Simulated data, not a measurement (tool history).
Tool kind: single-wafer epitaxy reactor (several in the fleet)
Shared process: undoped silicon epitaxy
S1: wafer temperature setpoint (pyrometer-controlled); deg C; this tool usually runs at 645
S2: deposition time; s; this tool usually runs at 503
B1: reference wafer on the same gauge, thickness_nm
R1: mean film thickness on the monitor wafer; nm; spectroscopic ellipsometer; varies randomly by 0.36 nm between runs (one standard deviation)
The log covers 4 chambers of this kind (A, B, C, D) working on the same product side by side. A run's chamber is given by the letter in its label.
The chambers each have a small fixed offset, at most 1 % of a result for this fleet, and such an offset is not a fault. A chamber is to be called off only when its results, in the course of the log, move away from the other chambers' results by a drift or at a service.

run 1A day=0.317 | S1=645 S2=503 | B1=89.979 | R1=75.834
run 2B day=0.538 | S1=645 S2=503 | B1=89.902 | R1=76.518
run 3D day=0.725 | S1=645 S2=503 | B1=89.859 | R1=75.895
run 4C day=0.929 | S1=645 S2=503 | B1=89.899 | R1=75.319
run 5D day=1.121 | S1=645 S2=503 | B1=89.858 | R1=75.714
run 6B day=1.417 | S1=645 S2=503 | B1=89.843 | R1=76.401
run 7A day=1.679 | S1=645 S2=503 | B1=89.891 | R1=75.304
run 8C day=1.950 | S1=645 S2=503 | B1=89.940 | R1=75.363
run 9A day=2.171 | S1=645 S2=503 | B1=89.842 | R1=75.667
run 10B day=2.354 | S1=654 S2=548 | B1=89.978 | R1=101.120
run 11D day=2.667 | S1=654 S2=548 | B1=89.997 | R1=99.907
run 12C day=2.883 | S1=654 S2=548 | B1=90.037 | R1=100.090
run 13B day=3.229 | S1=654 S2=548 | B1=89.900 | R1=100.590
run 14C day=3.621 | S1=645 S2=503 | B1=90.043 | R1=75.617
run 15A day=3.833 | S1=645 S2=503 | B1=89.917 | R1=75.547
run 16D day=4.092 | S1=645 S2=503 | B1=89.901 | R1=75.647
run 17B day=4.500 | S1=645 S2=428 | B1=89.948 | R1=64.764
run 18D day=4.688 | S1=645 S2=428 | B1=89.850 | R1=64.725
run 19A day=4.900 | S1=645 S2=428 | B1=89.841 | R1=64.594
run 20C day=5.188 | S1=645 S2=428 | B1=89.782 | R1=64.020
run 21B day=5.533 | S1=645 S2=503 | B1=89.915 | R1=76.459
run 22A day=5.942 | S1=645 S2=503 | B1=89.821 | R1=75.962
run 23D day=6.325 | S1=645 S2=503 | B1=89.911 | R1=75.211
run 24C day=6.583 | S1=652 S2=503 | B1=89.867 | R1=88.359

Next, every chamber runs the same settings. What will each give?
run 25A day=6.888 | S1=645 S2=450 | R1=?
run 25B day=6.888 | S1=645 S2=450 | R1=?
run 25C day=6.888 | S1=645 S2=450 | R1=?
run 25D day=6.888 | S1=645 S2=450 | R1=?

run=25A R1=68.115
run=25B R1=68.063
run=25C R1=67.610
run=25D R1=68.104
